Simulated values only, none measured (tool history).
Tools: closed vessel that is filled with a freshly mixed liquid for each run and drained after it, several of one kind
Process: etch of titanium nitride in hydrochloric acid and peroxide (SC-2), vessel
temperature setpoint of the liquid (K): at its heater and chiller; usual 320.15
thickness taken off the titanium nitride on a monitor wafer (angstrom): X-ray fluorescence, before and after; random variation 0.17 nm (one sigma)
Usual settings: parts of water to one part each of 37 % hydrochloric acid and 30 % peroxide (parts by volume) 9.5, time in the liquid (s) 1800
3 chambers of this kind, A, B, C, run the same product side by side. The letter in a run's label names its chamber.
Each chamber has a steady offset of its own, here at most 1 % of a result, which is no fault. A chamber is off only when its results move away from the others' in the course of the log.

run,day,temperature setpoint of the liquid (K),parts of water to one part each of 37 % hydrochloric acid and 30 % peroxide (parts by volume),time in the liquid (s),hours since the thermometer was replaced,hours since the chemicals flow meter was replaced,hours since the drum of peroxide was connected,"read-back film thickness of the titanium nitride reference wafer, read on the same gauge (nm)",thickness taken off the titanium nitride on a monitor wafer (angstrom)
# day 0.025: chamber C: chemicals flow meter replaced
1A,0.312,320.15,9.5,1800,1370,48.6,333.6,100.03,228.78
2B,0.483,320.15,9.5,1800,316.3,1213.5,303.1,100.05,224.99
3C,0.8,320.15,9.5,1800,567.8,18.7,737,99.933,229.27
4A,1.054,320.15,9.5,1800,1387.8,66.4,351.4,100.01,226.38
# day 1.221: chamber C: new drum of peroxide connected
5C,1.325,320.15,9.5,1800,580.4,31.3,2.6,99.965,225.95
6B,1.479,320.15,9.5,1800,340.2,1237.4,327,100.02,227.33
7B,1.688,320.15,9.5,1800,345.2,1242.4,332,99.993,227.25
8C,1.9,320.15,9.5,1800,594.2,45.1,16.4,100.01,230.16
9A,2.204,328.15,6,1800,1415.4,94,379,99.967,556.72
10C,2.479,328.15,6,1800,608.1,59,30.3,100.05,553.53
11B,2.783,328.15,6,1800,371.5,1268.7,358.3,99.958,556.89
12A,3.067,320.15,9.5,1800,1436.1,114.7,399.7,100.06,227.85
13C,3.254,326.65,9.5,2295,626.7,77.6,48.9,99.956,445.65
14B,3.538,326.65,9.5,2295,389.6,1286.8,376.4,99.993,446.92
15A,3.842,326.65,9.5,2295,1454.7,133.3,418.3,99.982,448.69
16B,4.062,320.15,9.5,1800,402.2,1299.4,389,99.994,222.16
17A,4.225,320.15,9.5,1800,1463.9,142.5,427.5,100.04,226.33
18C,4.558,320.15,9.5,1800,658,108.9,80.2,100.01,228.72
19B,4.846,320.15,14,1800,421,1318.2,407.8,100.04,158.77
20A,5.067,320.15,14,1800,1484.1,162.7,447.7,100,163.62
21C,5.267,320.15,14,1800,675,125.9,97.2,99.944,165.95
22C,5.562,320.15,9.5,1800,682.1,133,104.3,99.975,227.67
23B,5.712,320.15,9.5,1800,441.8,1339,428.6,100.04,223.87
24A,5.983,320.15,9.5,1800,1506.1,184.7,469.7,99.985,229.38
25B,6.238,320.15,9.5,1800,454.4,1351.6,441.2,99.976,217.1
26C,6.425,320.15,9.5,1800,702.8,153.7,125,99.958,227.14
27A,6.667,320.15,9.5,1800,1522.5,201.1,486.1,99.978,227.6
28C,6.862,320.15,9.5,1800,713.3,164.2,135.5,100.04,228.34
29B,7.083,320.15,9.5,1800,474.7,1371.9,461.5,99.992,217.89
30A,7.412,320.15,9.5,1800,1540.4,219,504,100.01,229.07
31B,7.658,329.65,9.5,1310,488.5,1385.7,475.3,100.06,292.27
32A,7.875,329.65,9.5,1310,1551.5,230.1,515.1,100.02,313.42
33C,8.138,329.65,9.5,1310,743.9,194.8,166.1,99.972,309.21
34B,8.383,320.15,9.5,1800,505.9,1403.1,492.7,100.04,213.14
35A,8.583,320.15,9.5,1800,1568.5,247.1,532.1,100,229.29
36C,8.792,320.15,9.5,1800,759.6,210.5,181.8,100.02,227.07

Next, every chamber runs the same settings. What will each give?
37A,9.033,320.15,9.5,1800,,,,,?
37B,9.033,320.15,9.5,1800,,,,,?
37C,9.033,320.15,9.5,1800,,,,,?

run,thickness taken off the titanium nitride on a monitor wafer (angstrom)
37A,231.23
37B,212.35
37C,227.22
